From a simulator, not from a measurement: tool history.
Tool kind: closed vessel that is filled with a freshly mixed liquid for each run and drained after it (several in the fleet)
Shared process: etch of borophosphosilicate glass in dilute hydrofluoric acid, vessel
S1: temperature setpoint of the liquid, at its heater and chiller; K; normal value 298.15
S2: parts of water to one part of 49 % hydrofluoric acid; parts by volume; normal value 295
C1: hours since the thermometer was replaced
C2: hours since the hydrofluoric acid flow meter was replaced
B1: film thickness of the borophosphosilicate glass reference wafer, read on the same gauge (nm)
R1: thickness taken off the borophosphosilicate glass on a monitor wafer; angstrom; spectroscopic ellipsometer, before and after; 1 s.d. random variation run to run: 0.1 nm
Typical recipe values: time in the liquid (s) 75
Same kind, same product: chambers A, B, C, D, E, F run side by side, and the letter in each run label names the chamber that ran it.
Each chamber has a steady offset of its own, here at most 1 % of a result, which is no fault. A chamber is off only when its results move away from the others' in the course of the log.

Run 1D, hour 5.7: usual settings; C1 143.3; C2 1459.1; B1 40.007. Result: R1 139.34 angstrom.
Run 2B, hour 12.0: usual settings; C1 904.7; C2 611.8; B1 39.980. Result: R1 137.21 angstrom.
Run 3A, hour 20.0: usual settings; C1 1925.4; C2 1716.0; B1 40.001. Result: R1 137.84 angstrom.
Run 4E, hour 24.4: usual settings; C1 245.6; C2 580.4; B1 39.990. Result: R1 140.95 angstrom.
Run 5C, hour 31.3: usual settings but S1 302.65 K, S2 190 parts by volume; C1 421.6; C2 85.3; B1 39.995. Result: R1 282.52 angstrom.
Run 6F, hour 36.0: usual settings but S1 302.65 K, S2 190 parts by volume; C1 193.2; C2 546.6; B1 39.995. Result: R1 277.52 angstrom.
Run 7D, hour 43.4: usual settings but S1 302.65 K, S2 190 parts by volume; C1 181.0; C2 1496.8; B1 39.957. Result: R1 281.29 angstrom.
Run 8F, hour 47.6: usual settings but S1 302.65 K, S2 190 parts by volume; C1 204.8; C2 558.2; B1 40.009. Result: R1 280.75 angstrom.
Run 9A, hour 56.1: usual settings but S1 302.65 K, S2 190 parts by volume; C1 1961.5; C2 1752.1; B1 40.007. Result: R1 284.28 angstrom.
Run 10C, hour 62.7: usual settings but S1 302.65 K, S2 190 parts by volume; C1 453.0; C2 116.7; B1 40.008. Result: R1 284.75 angstrom.
Run 11B, hour 67.7: usual settings; C1 960.4; C2 667.5; B1 39.994. Result: R1 139.80 angstrom.
Run 12E, hour 72.3: usual settings; C1 293.5; C2 628.3; B1 39.974. Result: R1 141.30 angstrom.
Run 13E, hour 80.1: usual settings; C1 301.3; C2 636.1; B1 39.982. Result: R1 138.20 angstrom.
Run 14F, hour 88.2: usual settings; C1 245.4; C2 598.8; B1 39.992. Result: R1 138.75 angstrom.
Run 15B, hour 93.3: usual settings; C1 986.0; C2 693.1; B1 39.960. Result: R1 140.25 angstrom.
Run 16D, hour 97.7: usual settings but S2 175 parts by volume, time in the liquid (s) 30; C1 235.3; C2 1551.1; B1 40.010. Result: R1 104.92 angstrom.
Run 17A, hour 104.7: usual settings but S2 175 parts by volume, time in the liquid (s) 30; C1 2010.1; C2 1800.7; B1 40.025. Result: R1 106.72 angstrom.
Run 18C, hour 113.1: usual settings but S2 175 parts by volume, time in the liquid (s) 30; C1 503.4; C2 167.1; B1 39.981. Result: R1 107.90 angstrom.
Run 19C, hour 118.1: usual settings but S2 175 parts by volume, time in the liquid (s) 30; C1 508.4; C2 172.1; B1 40.005. Result: R1 107.32 angstrom.
Run 20D, hour 125.8: usual settings but S2 175 parts by volume, time in the liquid (s) 30; C1 263.4; C2 1579.2; B1 40.012. Result: R1 105.36 angstrom.
Run 21B, hour 130.7: usual settings but S2 175 parts by volume, time in the liquid (s) 30; C1 1023.4; C2 730.5; B1 40.015. Result: R1 109.80 angstrom.
Run 22F, hour 137.4: usual settings; C1 294.6; C2 648.0; B1 40.014. Result: R1 137.30 angstrom.
Run 23E, hour 141.3: usual settings; C1 362.5; C2 697.3; B1 40.007. Result: R1 140.06 angstrom.
Run 24A, hour 147.1: usual settings; C1 2052.5; C2 1843.1; B1 40.009. Result: R1 138.83 angstrom.
Run 25E, hour 153.1: usual settings but S1 293.65 K; C1 374.3; C2 709.1; B1 39.991. Result: R1 118.12 angstrom.
Run 26F, hour 159.8: usual settings but S1 293.65 K; C1 317.0; C2 670.4; B1 39.980. Result: R1 117.54 angstrom.
At hour 162.7: chamber B: thermometer replaced.
Run 27C, hour 164.7: usual settings but S1 293.65 K; C1 555.0; C2 218.7; B1 39.976. Result: R1 117.15 angstrom.
Run 28B, hour 173.3: usual settings but S1 293.65 K; C1 10.6; C2 773.1; B1 40.013. Result: R1 124.10 angstrom.
At hour 174.0: chamber D: hydrofluoric acid flow meter replaced.
Run 29D, hour 178.9: usual settings but S1 293.65 K; C1 316.5; C2 4.9; B1 40.034. Result: R1 117.01 angstrom.
Run 30A, hour 187.3: usual settings but S1 293.65 K; C1 2092.7; C2 1883.3; B1 39.999. Result: R1 118.10 angstrom.
Run 31D, hour 192.5: usual settings; C1 330.1; C2 18.5; B1 40.000. Result: R1 141.15 angstrom.
Run 32A, hour 200.8: usual settings; C1 2106.2; C2 1896.8; B1 40.025. Result: R1 139.77 angstrom.
Run 33E, hour 209.1: usual settings; C1 430.3; C2 765.1; B1 40.026. Result: R1 140.13 angstrom.
Run 34B, hour 213.4: usual settings; C1 50.7; C2 813.2; B1 40.008. Result: R1 145.72 angstrom.
Run 35F, hour 221.3: usual settings; C1 378.5; C2 731.9; B1 40.042. Result: R1 140.71 angstrom.
Run 36C, hour 227.9: usual settings; C1 618.2; C2 281.9; B1 40.008. Result: R1 136.16 angstrom.

Does one chamber stand apart from the rest, does the shared gauge drift, or is all well apart from small per-chamber offsets? Give the chamber and the most likely cause, where there is one.

One chamber, B, drifts off from the rest bit by bit.
Most likely cause: hydrofluoric acid flow above the setpoint (%) = 5.8.

Which of the 4 candidates below, each the usual settings with something changed and its results left as question marks, puts chamber B back in line with what the other chambers give on the usual settings?
Counts as in line when no further than this from what the other chambers average on the usual settings: R1 3.60 angstrom
Run 37B-1, hour 234.1: usual settings but S2 280 parts by volume. Result: R1 ?.
Run 37B-2, hour 234.1: usual settings but S2 325 parts by volume. Result: R1 ?.
Run 37B-3, hour 234.1: usual settings but S2 310 parts by volume. Result: R1 ?.
Run 37B-4, hour 234.1: usual settings but S2 280 parts by volume, time in the liquid (s) 80. Result: R1 ?.

On the usual settings, the other chambers give on average: R1 138.59 angstrom
  run      R1
37B-1  157.90
37B-2  130.20
37B-3  138.48
37B-4  168.43
Change 37B-3 lands the chamber within the allowed miss of the other chambers.

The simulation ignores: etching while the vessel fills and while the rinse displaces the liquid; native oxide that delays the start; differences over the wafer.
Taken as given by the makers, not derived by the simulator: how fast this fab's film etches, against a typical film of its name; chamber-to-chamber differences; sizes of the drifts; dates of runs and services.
